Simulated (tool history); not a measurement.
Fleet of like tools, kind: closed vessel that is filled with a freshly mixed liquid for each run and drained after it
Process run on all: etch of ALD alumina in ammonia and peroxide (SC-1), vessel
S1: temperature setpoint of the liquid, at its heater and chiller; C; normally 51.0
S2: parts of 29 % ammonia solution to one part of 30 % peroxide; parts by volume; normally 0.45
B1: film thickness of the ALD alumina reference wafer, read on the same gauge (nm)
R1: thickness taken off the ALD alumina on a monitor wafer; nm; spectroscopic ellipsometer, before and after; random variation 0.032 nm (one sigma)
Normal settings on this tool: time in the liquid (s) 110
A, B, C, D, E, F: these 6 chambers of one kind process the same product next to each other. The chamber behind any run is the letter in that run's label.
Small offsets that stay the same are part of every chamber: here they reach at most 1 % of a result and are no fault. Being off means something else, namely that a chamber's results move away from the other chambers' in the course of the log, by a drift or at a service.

{"run": "1E", "day": 0.404, "S1": 51.0, "S2": 0.45, "time in the liquid (s)": 110, "B1": 49.999, "R1": 6.6106}
{"run": "2A", "day": 0.692, "S1": 51.0, "S2": 0.45, "time in the liquid (s)": 110, "B1": 49.986, "R1": 6.4919}
{"run": "3D", "day": 1.088, "S1": 51.0, "S2": 0.45, "time in the liquid (s)": 110, "B1": 49.971, "R1": 6.6444}
{"day": 1.279, "done": "chamber E: new drum of ammonia solution connected"}
{"run": "4C", "day": 1.421, "S1": 51.0, "S2": 0.45, "time in the liquid (s)": 110, "B1": 50.014, "R1": 6.4862}
{"run": "5B", "day": 1.829, "S1": 51.0, "S2": 0.45, "time in the liquid (s)": 110, "B1": 49.979, "R1": 6.4605}
{"run": "6F", "day": 2.021, "S1": 51.0, "S2": 0.45, "time in the liquid (s)": 110, "B1": 49.983, "R1": 6.4378}
{"run": "7B", "day": 2.317, "S1": 51.0, "S2": 0.45, "time in the liquid (s)": 110, "B1": 50.031, "R1": 6.4888}
{"run": "8C", "day": 2.717, "S1": 51.0, "S2": 0.45, "time in the liquid (s)": 110, "B1": 50.025, "R1": 6.4864}
{"run": "9E", "day": 2.921, "S1": 42.0, "S2": 0.45, "time in the liquid (s)": 110, "B1": 49.953, "R1": 4.0015}
{"day": 3.183, "done": "chamber C: new drum of ammonia solution connected"}
{"run": "10D", "day": 3.192, "S1": 42.0, "S2": 0.45, "time in the liquid (s)": 110, "B1": 49.986, "R1": 3.9851}
{"run": "11A", "day": 3.404, "S1": 42.0, "S2": 0.45, "time in the liquid (s)": 110, "B1": 50.018, "R1": 3.8789}
{"run": "12F", "day": 3.662, "S1": 42.0, "S2": 0.45, "time in the liquid (s)": 110, "B1": 49.961, "R1": 3.9243}
{"run": "13D", "day": 3.908, "S1": 42.0, "S2": 0.45, "time in the liquid (s)": 110, "B1": 49.943, "R1": 3.9782}
{"run": "14E", "day": 4.346, "S1": 42.0, "S2": 0.45, "time in the liquid (s)": 110, "B1": 49.998, "R1": 3.9928}
{"run": "15F", "day": 4.742, "S1": 51.0, "S2": 0.45, "time in the liquid (s)": 110, "B1": 49.995, "R1": 6.4712}
{"day": 5.0, "done": "chamber D: new drum of ammonia solution connected"}
{"run": "16B", "day": 5.025, "S1": 51.0, "S2": 0.45, "time in the liquid (s)": 110, "B1": 49.982, "R1": 6.5233}
{"run": "17C", "day": 5.308, "S1": 51.0, "S2": 0.45, "time in the liquid (s)": 110, "B1": 49.986, "R1": 6.4743}
{"run": "18A", "day": 5.646, "S1": 51.0, "S2": 0.45, "time in the liquid (s)": 110, "B1": 49.989, "R1": 6.5028}
{"run": "19A", "day": 5.983, "S1": 51.0, "S2": 0.45, "time in the liquid (s)": 110, "B1": 50.001, "R1": 6.468}
{"run": "20C", "day": 6.229, "S1": 51.0, "S2": 0.45, "time in the liquid (s)": 110, "B1": 49.986, "R1": 6.4145}
{"day": 6.317, "done": "chamber A: thermometer replaced"}
{"run": "21E", "day": 6.646, "S1": 51.0, "S2": 0.65, "time in the liquid (s)": 110, "B1": 50.001, "R1": 6.753}
{"run": "22B", "day": 6.875, "S1": 51.0, "S2": 0.65, "time in the liquid (s)": 110, "B1": 50.004, "R1": 6.7867}
{"run": "23F", "day": 7.258, "S1": 51.0, "S2": 0.65, "time in the liquid (s)": 110, "B1": 50.01, "R1": 6.6997}
{"run": "24D", "day": 7.538, "S1": 51.0, "S2": 0.65, "time in the liquid (s)": 110, "B1": 50.024, "R1": 6.8579}
{"run": "25B", "day": 7.971, "S1": 51.0, "S2": 0.65, "time in the liquid (s)": 110, "B1": 49.972, "R1": 6.7499}
{"run": "26C", "day": 8.296, "S1": 51.0, "S2": 0.65, "time in the liquid (s)": 110, "B1": 49.945, "R1": 6.6147}
{"run": "27A", "day": 8.646, "S1": 51.0, "S2": 0.45, "time in the liquid (s)": 110, "B1": 49.965, "R1": 6.4593}
{"run": "28E", "day": 9.033, "S1": 51.0, "S2": 0.45, "time in the liquid (s)": 110, "B1": 50.005, "R1": 6.5766}
{"run": "29F", "day": 9.271, "S1": 51.0, "S2": 0.45, "time in the liquid (s)": 110, "B1": 50.033, "R1": 6.4698}
{"run": "30D", "day": 9.658, "S1": 51.0, "S2": 0.45, "time in the liquid (s)": 110, "B1": 49.998, "R1": 6.5122}
{"run": "31B", "day": 9.862, "S1": 51.0, "S2": 0.45, "time in the liquid (s)": 110, "B1": 49.989, "R1": 6.5288}
{"run": "32D", "day": 10.304, "S1": 58.5, "S2": 0.45, "time in the liquid (s)": 110, "B1": 50.005, "R1": 9.7127}
{"run": "33C", "day": 10.542, "S1": 58.5, "S2": 0.45, "time in the liquid (s)": 110, "B1": 50.039, "R1": 9.4741}
{"run": "34E", "day": 10.871, "S1": 58.5, "S2": 0.45, "time in the liquid (s)": 110, "B1": 49.966, "R1": 9.6796}
{"run": "35F", "day": 11.25, "S1": 58.5, "S2": 0.45, "time in the liquid (s)": 110, "B1": 49.996, "R1": 9.7083}
{"day": 11.408, "done": "chamber A: ammonia flow meter replaced"}
{"run": "36A", "day": 11.638, "S1": 58.5, "S2": 0.45, "time in the liquid (s)": 110, "B1": 49.975, "R1": 9.6952}
{"run": "37A", "day": 11.854, "S1": 58.5, "S2": 0.45, "time in the liquid (s)": 110, "B1": 49.989, "R1": 9.8046}

Read the log: is a single chamber off, either drifting away or since a service, is the gauge that measures every chamber drifting, or is nothing wrong beyond small per-chamber offsets? Name any odd chamber and what most likely caused it.

Little by little, chamber C moves away from the other chambers.
What lies behind it: liquid colder than its thermometer reads (K) = 0.712.

Here are 4 candidates for chamber C's next run, each the usual settings with a change, their results left as question marks. Which one brings its results back in line with what the others give on the usual settings?
Maximum distance from the other chambers' mean on the usual settings for a result to count as in line: R1 0.1100 nm
{"run": "38C-1", "day": 12.167, "S1": 51.0, "S2": 0.4, "time in the liquid (s)": 110, "R1": "?"}
{"run": "38C-2", "day": 12.167, "S1": 51.0, "S2": 0.45, "time in the liquid (s)": 105, "R1": "?"}
{"run": "38C-3", "day": 12.167, "S1": 51.0, "S2": 0.5, "time in the liquid (s)": 110, "R1": "?"}
{"run": "38C-4", "day": 12.167, "S1": 51.0, "S2": 0.7, "time in the liquid (s)": 110, "R1": "?"}

What the other chambers average on the usual settings: R1 6.5291 nm
run=38C-1 R1=6.1556
run=38C-2 R1=5.9418
run=38C-3 R1=6.2872
run=38C-4 R1=6.4911
Change 38C-4 lands the chamber within the allowed miss of the other chambers.

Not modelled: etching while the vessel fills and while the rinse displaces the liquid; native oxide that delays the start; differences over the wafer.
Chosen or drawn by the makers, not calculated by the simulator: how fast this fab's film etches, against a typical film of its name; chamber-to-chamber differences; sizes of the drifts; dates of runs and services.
